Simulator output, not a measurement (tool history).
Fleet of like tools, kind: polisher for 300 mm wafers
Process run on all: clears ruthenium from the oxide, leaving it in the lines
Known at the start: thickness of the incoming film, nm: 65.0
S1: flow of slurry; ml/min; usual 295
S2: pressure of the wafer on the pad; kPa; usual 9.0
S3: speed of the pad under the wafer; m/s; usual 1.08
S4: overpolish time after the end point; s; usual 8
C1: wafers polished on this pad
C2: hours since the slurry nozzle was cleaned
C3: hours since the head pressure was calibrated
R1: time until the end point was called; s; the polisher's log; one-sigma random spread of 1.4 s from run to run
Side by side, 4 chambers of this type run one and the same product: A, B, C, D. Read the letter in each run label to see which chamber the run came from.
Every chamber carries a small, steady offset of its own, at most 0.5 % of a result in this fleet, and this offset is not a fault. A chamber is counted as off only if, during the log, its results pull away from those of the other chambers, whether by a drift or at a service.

run,hour,S1,S2,S3,S4,C1,C2,C3,R1
1A,4.8,295,9.0,1.08,8,352,168.0,365.8,89.975
2B,10.3,295,9.0,1.08,8,599,289.2,474.0,90.338
3D,14.3,295,9.0,1.08,8,383,378.1,967.0,90.483
4C,18.0,295,9.0,1.08,8,1167,331.9,302.5,89.565
# hour 21.3: chamber C: worn pad replaced by a new one
5D,22.2,295,9.0,1.08,8,453,386.0,974.9,88.398
6A,26.9,295,9.0,1.08,8,548,190.1,387.9,91.503
# hour 28.2: chamber B: worn pad replaced by a new one
7C,29.6,295,7.6,1.08,8,73,343.5,314.1,104.400
# hour 30.9: chamber D: slurry nozzle cleaned
8B,33.2,295,7.6,1.08,8,45,312.1,496.9,106.770
# hour 34.8: chamber A: head pressure recalibrated
9B,38.0,295,7.6,1.08,8,87,316.9,501.7,107.710
10D,43.4,295,7.6,1.08,8,640,12.5,996.1,106.560
11C,47.5,295,9.0,1.08,8,232,361.4,332.0,90.140
# hour 50.4: chamber B: head pressure recalibrated
12A,53.1,295,9.0,1.08,8,780,216.3,18.3,90.338
13B,58.0,295,9.0,1.08,8,264,336.9,7.6,80.261
14C,60.7,295,9.0,1.08,8,348,374.6,345.2,93.045
# hour 61.7: chamber D: worn pad replaced by a new one
# hour 62.3: chamber A: worn pad replaced by a new one
15A,64.8,295,6.2,1.08,11,22,228.0,30.0,129.800
16D,68.6,295,6.2,1.08,11,61,37.7,1021.3,128.520
17C,73.5,295,6.2,1.08,11,462,387.4,358.0,129.940
18A,77.7,295,6.2,1.08,11,136,240.9,42.9,129.970
19B,82.2,295,9.0,1.08,8,478,361.1,31.8,81.895
20D,87.2,295,9.0,1.08,8,226,56.3,1039.9,89.885
21A,89.7,295,9.0,1.08,8,243,252.9,54.9,90.129
22C,94.3,295,9.0,1.08,8,646,408.2,378.8,90.952
23D,99.6,295,11.7,1.08,8,336,68.7,1052.3,67.442
24B,104.2,295,11.7,1.08,8,673,383.1,53.8,63.531
25D,108.8,295,11.7,1.08,8,417,77.9,1061.5,67.465
26C,112.4,295,11.7,1.08,8,806,426.3,396.9,70.526
# hour 113.8: chamber B: worn pad replaced by a new one
27B,115.1,295,9.0,1.08,8,11,394.0,64.7,81.160
28A,120.4,295,9.0,1.08,8,514,283.6,85.6,88.120
29C,124.8,295,9.0,1.08,8,916,438.7,409.3,90.261
30D,127.7,295,9.0,1.08,8,584,96.8,1080.4,91.702
31B,133.2,295,9.0,1.08,8,172,412.1,82.8,81.518
32A,136.2,295,6.9,0.80,8,654,299.4,101.4,156.630
33C,141.1,295,6.9,0.80,8,1060,455.0,425.6,159.680
34B,145.9,295,6.9,0.80,8,284,424.8,95.5,144.800
35A,151.5,295,6.9,0.80,8,789,314.7,116.7,153.950
36D,154.3,295,9.0,1.08,8,820,123.4,1107.0,88.246

Is one chamber off against the others, does the gauge drift, or is nothing wrong? If a chamber is off, say which, and what the likeliest cause is.

Chamber B came out of a service off from its peers and stayed that way.
Likeliest cause: head's pressure above its setpoint, % = 10.5.

Here are 4 candidates for chamber B's next run, each the usual settings with a change, their results left as question marks. Which one brings its results back in line with what the others give on the usual settings?
In line means no further than this from the other chambers' mean on the usual settings: R1 4.800 s
37B-1,158.3,295,8.3,0.98,8,,,,?
37B-2,158.3,300,9.0,1.32,8,,,,?
37B-3,158.3,295,8.3,1.08,8,,,,?
37B-4,158.3,295,9.0,1.18,8,,,,?

Average result of the remaining chambers running the usual settings: R1 89.927 s
run,R1
37B-1,97.499
37B-2,66.922
37B-3,88.596
37B-4,74.875
With 37B-3, the chamber falls back in line with the rest.
